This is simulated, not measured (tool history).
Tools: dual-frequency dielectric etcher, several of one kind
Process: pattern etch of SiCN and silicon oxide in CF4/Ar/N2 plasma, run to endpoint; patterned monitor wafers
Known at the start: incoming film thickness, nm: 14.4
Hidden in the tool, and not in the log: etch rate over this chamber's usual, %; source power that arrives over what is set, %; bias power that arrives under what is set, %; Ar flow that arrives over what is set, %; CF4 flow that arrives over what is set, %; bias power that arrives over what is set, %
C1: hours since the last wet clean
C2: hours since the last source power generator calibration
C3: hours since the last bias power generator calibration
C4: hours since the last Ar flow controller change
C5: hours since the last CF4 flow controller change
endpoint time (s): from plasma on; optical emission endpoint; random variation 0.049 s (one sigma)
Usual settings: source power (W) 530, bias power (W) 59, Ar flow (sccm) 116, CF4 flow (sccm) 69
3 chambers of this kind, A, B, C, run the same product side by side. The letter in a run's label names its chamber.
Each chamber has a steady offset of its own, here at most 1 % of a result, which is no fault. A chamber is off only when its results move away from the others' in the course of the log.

{"run": "1C", "hour": 8.8, "source power (W)": 530, "bias power (W)": 59, "Ar flow (sccm)": 116, "CF4 flow (sccm)": 69, "C1": 262.2, "C2": 353.0, "C3": 1715.6, "C4": 1654.4, "C5": 1341.0, "endpoint time (s)": 15.68}
{"run": "2B", "hour": 17.8, "source power (W)": 530, "bias power (W)": 59, "Ar flow (sccm)": 116, "CF4 flow (sccm)": 69, "C1": 219.7, "C2": 256.2, "C3": 314.6, "C4": 1563.9, "C5": 1315.6, "endpoint time (s)": 15.839}
{"run": "3A", "hour": 26.9, "source power (W)": 530, "bias power (W)": 59, "Ar flow (sccm)": 116, "CF4 flow (sccm)": 69, "C1": 459.5, "C2": 3453.7, "C3": 4308.5, "C4": 1696.5, "C5": 3501.3, "endpoint time (s)": 15.762}
{"run": "4B", "hour": 39.9, "source power (W)": 530, "bias power (W)": 59, "Ar flow (sccm)": 116, "CF4 flow (sccm)": 69, "C1": 241.8, "C2": 278.3, "C3": 336.7, "C4": 1586.0, "C5": 1337.7, "endpoint time (s)": 15.934}
{"run": "5A", "hour": 51.3, "source power (W)": 530, "bias power (W)": 59, "Ar flow (sccm)": 116, "CF4 flow (sccm)": 69, "C1": 483.9, "C2": 3478.1, "C3": 4332.9, "C4": 1720.9, "C5": 3525.7, "endpoint time (s)": 15.768}
{"run": "6C", "hour": 59.0, "source power (W)": 530, "bias power (W)": 59, "Ar flow (sccm)": 116, "CF4 flow (sccm)": 69, "C1": 312.4, "C2": 403.2, "C3": 1765.8, "C4": 1704.6, "C5": 1391.2, "endpoint time (s)": 15.774}
{"run": "7B", "hour": 70.7, "source power (W)": 530, "bias power (W)": 59, "Ar flow (sccm)": 116, "CF4 flow (sccm)": 69, "C1": 272.6, "C2": 309.1, "C3": 367.5, "C4": 1616.8, "C5": 1368.5, "endpoint time (s)": 15.837}
{"run": "8A", "hour": 82.6, "source power (W)": 530, "bias power (W)": 59, "Ar flow (sccm)": 116, "CF4 flow (sccm)": 69, "C1": 515.2, "C2": 3509.4, "C3": 4364.2, "C4": 1752.2, "C5": 3557.0, "endpoint time (s)": 15.709}
{"run": "9C", "hour": 92.1, "source power (W)": 530, "bias power (W)": 59, "Ar flow (sccm)": 116, "CF4 flow (sccm)": 69, "C1": 345.5, "C2": 436.3, "C3": 1798.9, "C4": 1737.7, "C5": 1424.3, "endpoint time (s)": 15.777}
{"run": "10A", "hour": 100.8, "source power (W)": 530, "bias power (W)": 59, "Ar flow (sccm)": 116, "CF4 flow (sccm)": 69, "C1": 533.4, "C2": 3527.6, "C3": 4382.4, "C4": 1770.4, "C5": 3575.2, "endpoint time (s)": 15.776}
{"run": "11C", "hour": 113.0, "source power (W)": 530, "bias power (W)": 59, "Ar flow (sccm)": 116, "CF4 flow (sccm)": 69, "C1": 366.4, "C2": 457.2, "C3": 1819.8, "C4": 1758.6, "C5": 1445.2, "endpoint time (s)": 15.692}
{"run": "12B", "hour": 125.4, "source power (W)": 530, "bias power (W)": 59, "Ar flow (sccm)": 116, "CF4 flow (sccm)": 69, "C1": 327.3, "C2": 363.8, "C3": 422.2, "C4": 1671.5, "C5": 1423.2, "endpoint time (s)": 15.778}
{"run": "13C", "hour": 133.4, "source power (W)": 530, "bias power (W)": 59, "Ar flow (sccm)": 143, "CF4 flow (sccm)": 69, "C1": 386.8, "C2": 477.6, "C3": 1840.2, "C4": 1779.0, "C5": 1465.6, "endpoint time (s)": 16.394}
{"run": "14A", "hour": 146.0, "source power (W)": 530, "bias power (W)": 59, "Ar flow (sccm)": 143, "CF4 flow (sccm)": 69, "C1": 578.6, "C2": 3572.8, "C3": 4427.6, "C4": 1815.6, "C5": 3620.4, "endpoint time (s)": 16.279}
{"run": "15B", "hour": 159.3, "source power (W)": 530, "bias power (W)": 59, "Ar flow (sccm)": 143, "CF4 flow (sccm)": 69, "C1": 361.2, "C2": 397.7, "C3": 456.1, "C4": 1705.4, "C5": 1457.1, "endpoint time (s)": 16.401}
{"run": "16C", "hour": 167.9, "source power (W)": 530, "bias power (W)": 59, "Ar flow (sccm)": 116, "CF4 flow (sccm)": 69, "C1": 421.3, "C2": 512.1, "C3": 1874.7, "C4": 1813.5, "C5": 1500.1, "endpoint time (s)": 15.77}
{"hour": 169.0, "done": "chamber B: wet clean of the chamber"}
{"hour": 172.5, "done": "chamber A: wet clean of the chamber"}
{"run": "17B", "hour": 181.5, "source power (W)": 530, "bias power (W)": 47, "Ar flow (sccm)": 116, "CF4 flow (sccm)": 60, "C1": 12.6, "C2": 419.9, "C3": 478.3, "C4": 1727.6, "C5": 1479.3, "endpoint time (s)": 17.522}
{"run": "18A", "hour": 188.1, "source power (W)": 530, "bias power (W)": 47, "Ar flow (sccm)": 116, "CF4 flow (sccm)": 60, "C1": 15.6, "C2": 3614.9, "C3": 4469.7, "C4": 1857.7, "C5": 3662.5, "endpoint time (s)": 17.437}
{"run": "19C", "hour": 201.3, "source power (W)": 530, "bias power (W)": 47, "Ar flow (sccm)": 116, "CF4 flow (sccm)": 60, "C1": 454.7, "C2": 545.5, "C3": 1908.1, "C4": 1846.9, "C5": 1533.5, "endpoint time (s)": 17.378}
{"run": "20A", "hour": 207.3, "source power (W)": 530, "bias power (W)": 59, "Ar flow (sccm)": 144, "CF4 flow (sccm)": 58, "C1": 34.8, "C2": 3634.1, "C3": 4488.9, "C4": 1876.9, "C5": 3681.7, "endpoint time (s)": 16.804}
{"run": "21B", "hour": 218.6, "source power (W)": 530, "bias power (W)": 59, "Ar flow (sccm)": 144, "CF4 flow (sccm)": 58, "C1": 49.7, "C2": 457.0, "C3": 515.4, "C4": 1764.7, "C5": 1516.4, "endpoint time (s)": 16.934}

Is one chamber off against the others, does the gauge drift, or is nothing wrong? If a chamber is off, say which, and what the likeliest cause is.

No chamber stands off beyond its own small offset, and the gauge holds steady.
